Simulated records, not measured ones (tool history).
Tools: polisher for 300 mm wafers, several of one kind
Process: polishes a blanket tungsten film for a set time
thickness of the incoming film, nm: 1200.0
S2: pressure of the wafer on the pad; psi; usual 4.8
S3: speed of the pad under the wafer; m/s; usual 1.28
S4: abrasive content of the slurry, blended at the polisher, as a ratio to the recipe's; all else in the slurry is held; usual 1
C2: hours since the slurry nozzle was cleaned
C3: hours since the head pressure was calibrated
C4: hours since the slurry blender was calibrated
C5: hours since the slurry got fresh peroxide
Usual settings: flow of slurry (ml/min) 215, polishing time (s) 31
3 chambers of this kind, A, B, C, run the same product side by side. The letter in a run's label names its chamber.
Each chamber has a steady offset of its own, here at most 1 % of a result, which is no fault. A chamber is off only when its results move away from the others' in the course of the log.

-- hour=4.1 chamber A: worn pad replaced by a new one
run 1B hour=5.0 | flow_of_slurry_(ml/min)=215 S2=4.8 S3=1.28 S4=1 polishing_time_(s)=31 | wafers_polished_on_this_pad=266 C2=137.7 C3=440.8 C4=43.0 C5=55.7 | film_removed_(nm)=219.34
run 2A hour=10.3 | flow_of_slurry_(ml/min)=215 S2=4.8 S3=1.28 S4=1 polishing_time_(s)=31 | wafers_polished_on_this_pad=87 C2=254.8 C3=297.0 C4=84.0 C5=54.3 | film_removed_(nm)=222.85
run 3C hour=13.2 | flow_of_slurry_(ml/min)=215 S2=4.8 S3=1.28 S4=1 polishing_time_(s)=31 | wafers_polished_on_this_pad=639 C2=664.3 C3=708.3 C4=13.4 C5=97.3 | film_removed_(nm)=227.45
run 4B hour=18.4 | flow_of_slurry_(ml/min)=215 S2=4.8 S3=1.28 S4=1 polishing_time_(s)=31 | wafers_polished_on_this_pad=453 C2=151.1 C3=454.2 C4=56.4 C5=69.1 | film_removed_(nm)=225.53
run 5A hour=22.2 | flow_of_slurry_(ml/min)=215 S2=4.8 S3=1.28 S4=1 polishing_time_(s)=31 | wafers_polished_on_this_pad=253 C2=266.7 C3=308.9 C4=95.9 C5=66.2 | film_removed_(nm)=223.17
-- hour=26.5 chamber C: worn pad replaced by a new one
run 6C hour=27.6 | flow_of_slurry_(ml/min)=215 S2=4.8 S3=1.28 S4=1 polishing_time_(s)=31 | wafers_polished_on_this_pad=16 C2=678.7 C3=722.7 C4=27.8 C5=111.7 | film_removed_(nm)=221.08
run 7B hour=31.1 | flow_of_slurry_(ml/min)=215 S2=4.8 S3=1.28 S4=1 polishing_time_(s)=31 | wafers_polished_on_this_pad=630 C2=163.8 C3=466.9 C4=69.1 C5=81.8 | film_removed_(nm)=224.05
run 8A hour=36.5 | flow_of_slurry_(ml/min)=215 S2=4.8 S3=1.28 S4=1 polishing_time_(s)=31 | wafers_polished_on_this_pad=452 C2=281.0 C3=323.2 C4=110.2 C5=80.5 | film_removed_(nm)=222.73
run 9C hour=39.9 | flow_of_slurry_(ml/min)=215 S2=4.8 S3=1.28 S4=1 polishing_time_(s)=31 | wafers_polished_on_this_pad=188 C2=691.0 C3=735.0 C4=40.1 C5=124.0 | film_removed_(nm)=221.24
-- hour=40.1 chamber B: slurry tank refilled with fresh slurry and peroxide
run 10A hour=42.9 | flow_of_slurry_(ml/min)=215 S2=4.8 S3=1.28 S4=1 polishing_time_(s)=31 | wafers_polished_on_this_pad=541 C2=287.4 C3=329.6 C4=116.6 C5=86.9 | film_removed_(nm)=221.36
run 11B hour=48.3 | flow_of_slurry_(ml/min)=215 S2=4.8 S3=1.28 S4=1 polishing_time_(s)=31 | wafers_polished_on_this_pad=870 C2=181.0 C3=484.1 C4=86.3 C5=8.3 | film_removed_(nm)=223.65
run 12C hour=52.1 | flow_of_slurry_(ml/min)=215 S2=4.8 S3=1.28 S4=1 polishing_time_(s)=31 | wafers_polished_on_this_pad=358 C2=703.2 C3=747.2 C4=52.3 C5=136.2 | film_removed_(nm)=221.28
run 13A hour=57.3 | flow_of_slurry_(ml/min)=215 S2=4.8 S3=1.28 S4=1 polishing_time_(s)=31 | wafers_polished_on_this_pad=742 C2=301.8 C3=344.0 C4=131.0 C5=101.3 | film_removed_(nm)=220.13
run 14B hour=60.4 | flow_of_slurry_(ml/min)=215 S2=4.8 S3=1.28 S4=1 polishing_time_(s)=31 | wafers_polished_on_this_pad=1038 C2=193.1 C3=496.2 C4=98.4 C5=20.4 | film_removed_(nm)=221.07
-- hour=61.2 chamber A: worn pad replaced by a new one
run 15C hour=64.1 | flow_of_slurry_(ml/min)=215 S2=4.8 S3=1.28 S4=1 polishing_time_(s)=31 | wafers_polished_on_this_pad=525 C2=715.2 C3=759.2 C4=64.3 C5=148.2 | film_removed_(nm)=224.88
-- hour=67.9 chamber A: slurry tank refilled with fresh slurry and peroxide
-- hour=67.9 chamber C: slurry tank refilled with fresh slurry and peroxide
run 16A hour=67.9 | flow_of_slurry_(ml/min)=160 S2=4.8 S3=1.28 S4=1 polishing_time_(s)=31 | wafers_polished_on_this_pad=94 C2=312.4 C3=354.6 C4=141.6 C5=0.1 | film_removed_(nm)=213.69
run 17C hour=73.3 | flow_of_slurry_(ml/min)=160 S2=4.8 S3=1.28 S4=1 polishing_time_(s)=31 | wafers_polished_on_this_pad=653 C2=724.4 C3=768.4 C4=73.5 C5=5.4 | film_removed_(nm)=216.58
run 18B hour=77.5 | flow_of_slurry_(ml/min)=160 S2=4.8 S3=1.28 S4=1 polishing_time_(s)=31 | wafers_polished_on_this_pad=1277 C2=210.2 C3=513.3 C4=115.5 C5=37.5 | film_removed_(nm)=215.21
run 19A hour=80.6 | flow_of_slurry_(ml/min)=215 S2=4.8 S3=1.28 S4=1 polishing_time_(s)=31 | wafers_polished_on_this_pad=271 C2=325.1 C3=367.3 C4=154.3 C5=12.8 | film_removed_(nm)=218.90
-- hour=83.1 chamber C: worn pad replaced by a new one
run 20C hour=85.1 | flow_of_slurry_(ml/min)=215 S2=4.8 S3=1.28 S4=1 polishing_time_(s)=31 | wafers_polished_on_this_pad=28 C2=736.2 C3=780.2 C4=85.3 C5=17.2 | film_removed_(nm)=224.62
run 21B hour=89.2 | flow_of_slurry_(ml/min)=215 S2=4.8 S3=1.28 S4=1 polishing_time_(s)=31 | wafers_polished_on_this_pad=1440 C2=221.9 C3=525.0 C4=127.2 C5=49.2 | film_removed_(nm)=227.33
run 22A hour=93.9 | flow_of_slurry_(ml/min)=215 S2=4.8 S3=1.28 S4=1 polishing_time_(s)=31 | wafers_polished_on_this_pad=457 C2=338.4 C3=380.6 C4=167.6 C5=26.1 | film_removed_(nm)=220.01
-- hour=97.8 chamber B: worn pad replaced by a new one
run 23B hour=98.4 | flow_of_slurry_(ml/min)=215 S2=4.8 S3=1.28 S4=1 polishing_time_(s)=31 | wafers_polished_on_this_pad=8 C2=231.1 C3=534.2 C4=136.4 C5=58.4 | film_removed_(nm)=229.81
-- hour=101.8 chamber C: slurry blender recalibrated
run 24C hour=101.8 | flow_of_slurry_(ml/min)=215 S2=4.8 S3=1.28 S4=1 polishing_time_(s)=31 | wafers_polished_on_this_pad=261 C2=752.9 C3=796.9 C4=0.1 C5=33.9 | film_removed_(nm)=222.19
run 25A hour=105.8 | flow_of_slurry_(ml/min)=215 S2=4.8 S3=1.64 S4=1 polishing_time_(s)=31 | wafers_polished_on_this_pad=623 C2=350.3 C3=392.5 C4=179.5 C5=38.0 | film_removed_(nm)=284.27
run 26B hour=109.3 | flow_of_slurry_(ml/min)=215 S2=4.8 S3=1.64 S4=1 polishing_time_(s)=31 | wafers_polished_on_this_pad=160 C2=242.0 C3=545.1 C4=147.3 C5=69.3 | film_removed_(nm)=302.09
-- hour=112.5 chamber B: slurry tank refilled with fresh slurry and peroxide
run 27C hour=112.9 | flow_of_slurry_(ml/min)=215 S2=4.8 S3=1.64 S4=1 polishing_time_(s)=31 | wafers_polished_on_this_pad=415 C2=764.0 C3=808.0 C4=11.2 C5=45.0 | film_removed_(nm)=288.94
run 28C hour=116.8 | flow_of_slurry_(ml/min)=215 S2=4.8 S3=1.28 S4=1 polishing_time_(s)=31 | wafers_polished_on_this_pad=470 C2=767.9 C3=811.9 C4=15.1 C5=48.9 | film_removed_(nm)=222.99
-- hour=117.2 chamber A: slurry nozzle cleaned
run 29B hour=119.7 | flow_of_slurry_(ml/min)=215 S2=4.8 S3=1.28 S4=1 polishing_time_(s)=31 | wafers_polished_on_this_pad=305 C2=252.4 C3=555.5 C4=157.7 C5=7.3 | film_removed_(nm)=233.88
run 30A hour=124.0 | flow_of_slurry_(ml/min)=215 S2=4.8 S3=1.28 S4=1 polishing_time_(s)=31 | wafers_polished_on_this_pad=877 C2=6.8 C3=410.7 C4=197.7 C5=56.2 | film_removed_(nm)=225.45
-- hour=125.1 chamber A: worn pad replaced by a new one
run 31B hour=129.6 | flow_of_slurry_(ml/min)=215 S2=4.8 S3=1.28 S4=1 polishing_time_(s)=31 | wafers_polished_on_this_pad=443 C2=262.3 C3=565.4 C4=167.6 C5=17.2 | film_removed_(nm)=235.34
run 32C hour=132.6 | flow_of_slurry_(ml/min)=215 S2=4.8 S3=1.28 S4=1 polishing_time_(s)=31 | wafers_polished_on_this_pad=690 C2=783.7 C3=827.7 C4=30.9 C5=64.7 | film_removed_(nm)=224.68
run 33A hour=135.2 | flow_of_slurry_(ml/min)=215 S2=4.8 S3=1.28 S4=1 polishing_time_(s)=31 | wafers_polished_on_this_pad=141 C2=18.0 C3=421.9 C4=208.9 C5=67.4 | film_removed_(nm)=218.74
run 34A hour=139.8 | flow_of_slurry_(ml/min)=215 S2=4.8 S3=1.28 S4=1 polishing_time_(s)=31 | wafers_polished_on_this_pad=205 C2=22.6 C3=426.5 C4=213.5 C5=72.0 | film_removed_(nm)=221.29
run 35B hour=145.0 | flow_of_slurry_(ml/min)=215 S2=4.8 S3=1.28 S4=1 polishing_time_(s)=31 | wafers_polished_on_this_pad=658 C2=277.7 C3=580.8 C4=183.0 C5=32.6 | film_removed_(nm)=236.88
-- hour=148.4 chamber C: worn pad replaced by a new one
run 36C hour=150.3 | flow_of_slurry_(ml/min)=215 S2=4.8 S3=1.28 S4=1 polishing_time_(s)=31 | wafers_polished_on_this_pad=26 C2=801.4 C3=845.4 C4=48.6 C5=82.4 | film_removed_(nm)=220.67
run 37C hour=153.4 | flow_of_slurry_(ml/min)=215 S2=4.8 S3=1.28 S4=1 polishing_time_(s)=31 | wafers_polished_on_this_pad=70 C2=804.5 C3=848.5 C4=51.7 C5=85.5 | film_removed_(nm)=226.03
run 38A hour=157.1 | flow_of_slurry_(ml/min)=215 S2=4.8 S3=1.28 S4=1 polishing_time_(s)=31 | wafers_polished_on_this_pad=446 C2=39.9 C3=443.8 C4=230.8 C5=89.3 | film_removed_(nm)=225.27
run 39B hour=159.6 | flow_of_slurry_(ml/min)=215 S2=4.8 S3=1.28 S4=1 polishing_time_(s)=31 | wafers_polished_on_this_pad=862 C2=292.3 C3=595.4 C4=197.6 C5=47.2 | film_removed_(nm)=241.45
run 40B hour=165.0 | flow_of_slurry_(ml/min)=215 S2=4.8 S3=1.28 S4=1 polishing_time_(s)=31 | wafers_polished_on_this_pad=937 C2=297.7 C3=600.8 C4=203.0 C5=52.6 | film_removed_(nm)=241.08
run 41C hour=170.2 | flow_of_slurry_(ml/min)=215 S2=4.8 S3=1.28 S4=1 polishing_time_(s)=31 | wafers_polished_on_this_pad=304 C2=821.3 C3=865.3 C4=68.5 C5=102.3 | film_removed_(nm)=224.92
run 42A hour=172.6 | flow_of_slurry_(ml/min)=215 S2=4.8 S3=1.28 S4=1 polishing_time_(s)=31 | wafers_polished_on_this_pad=662 C2=55.4 C3=459.3 C4=246.3 C5=104.8 | film_removed_(nm)=224.56

Is one chamber off against the others, does the gauge drift, or is nothing wrong? If a chamber is off, say which, and what the likeliest cause is.

Chamber B drifts away from the others.
Cause: head's pressure above its setpoint, % = 11.3.

Here are 4 candidates for chamber B's next run, each the usual settings with a change, their results left as question marks. Which one brings its results back in line with what the others give on the usual settings?
In line means no further than this from the other chambers' mean on the usual settings: film removed (nm) 6.10
run 43B-1 hour=176.7 | flow_of_slurry_(ml/min)=215 S2=4.5 S3=1.22 S4=1 polishing_time_(s)=29 | film_removed_(nm)=?
run 43B-2 hour=176.7 | flow_of_slurry_(ml/min)=215 S2=4.6 S3=1.24 S4=1 polishing_time_(s)=30 | film_removed_(nm)=?
run 43B-3 hour=176.7 | flow_of_slurry_(ml/min)=215 S2=5.7 S3=1.28 S4=1 polishing_time_(s)=31 | film_removed_(nm)=?
run 43B-4 hour=176.7 | flow_of_slurry_(ml/min)=215 S2=5.0 S3=1.32 S4=1 polishing_time_(s)=32 | film_removed_(nm)=?

The other chambers' mean on the usual settings: film removed (nm) 223.59
run=43B-1 film_removed_(nm)=207.76
run=43B-2 film_removed_(nm)=223.19
run=43B-3 film_removed_(nm)=294.30
run=43B-4 film_removed_(nm)=274.99
43B-2 brings the chamber back in line.
